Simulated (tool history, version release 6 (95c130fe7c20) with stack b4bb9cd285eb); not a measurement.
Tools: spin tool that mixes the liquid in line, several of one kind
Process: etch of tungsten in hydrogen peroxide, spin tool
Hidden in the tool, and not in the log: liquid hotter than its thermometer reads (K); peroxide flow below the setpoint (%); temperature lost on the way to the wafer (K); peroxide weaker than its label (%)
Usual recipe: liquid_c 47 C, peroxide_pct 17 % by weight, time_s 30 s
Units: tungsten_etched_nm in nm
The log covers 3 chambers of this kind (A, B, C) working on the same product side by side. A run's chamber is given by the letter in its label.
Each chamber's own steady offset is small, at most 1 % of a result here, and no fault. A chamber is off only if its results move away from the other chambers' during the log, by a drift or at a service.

run,hour,liquid_c,peroxide_pct,time_s,hours since the thermometer was replaced,hours since the peroxide flow meter was replaced,hours since the heated supply line was repaired,hours since the drum of peroxide was connected,"read-back film thickness of the tungsten reference wafer, read on the same gauge (nm)",tungsten_etched_nm
1C,8.6,47,17,30,537.7,430,1101.4,759.2,140.01,42.285
2A,18.7,47,17,30,1016.3,1499.7,343.3,390.1,140.01,42.416
3B,25.9,47,17,30,270.7,317.1,3445.2,821.9,140,42.831
4B,36.7,47,17,30,281.5,327.9,3456,832.7,139.99,42.01
5C,44.9,47,17,30,574,466.3,1137.7,795.5,140,42.259
6A,53.6,55,17,50,1051.2,1534.6,378.2,425,140.02,116.29
7A,63.4,55,17,50,1061,1544.4,388,434.8,139.99,114.09
8B,76.4,55,17,50,321.2,367.6,3495.7,872.4,139.98,114.05
9C,83.7,47,17,35,612.8,505.1,1176.5,834.3,139.99,49.945
10C,96.7,47,17,35,625.8,518.1,1189.5,847.3,139.99,49.828
11A,106.4,47,17,35,1104,1587.4,431,477.8,140,48.091
12B,113.2,47,17,30,358,404.4,3532.5,909.2,139.98,41.488
13C,125.2,47,17,30,654.3,546.6,1218,875.8,140.02,42.042
14A,133.1,47,17,30,1130.7,1614.1,457.7,504.5,139.98,39.93
15B,144.4,47,17,30,389.2,435.6,3563.7,940.4,140.01,42.093
16C,152.8,47,15,50,681.9,574.2,1245.6,903.4,140.01,66.599
17A,162.3,47,15,50,1159.9,1643.3,486.9,533.7,140.01,62.925
18B,173.2,47,15,50,418,464.4,3592.5,969.2,140.01,66.013
19C,186,47,19.5,15,715.1,607.4,1278.8,936.6,139.99,22.417
20A,199.2,47,19.5,15,1196.8,1680.2,523.8,570.6,140,21.297

All chambers now run identical settings, listed one chamber a line with results as question marks. What results will each chamber show?
21A,209.3,47,20.5,30,,,,,,?
21B,209.3,47,20.5,30,,,,,,?
21C,209.3,47,20.5,30,,,,,,?

run,tungsten_etched_nm
21A,42.759
21B,46.592
21C,47.286

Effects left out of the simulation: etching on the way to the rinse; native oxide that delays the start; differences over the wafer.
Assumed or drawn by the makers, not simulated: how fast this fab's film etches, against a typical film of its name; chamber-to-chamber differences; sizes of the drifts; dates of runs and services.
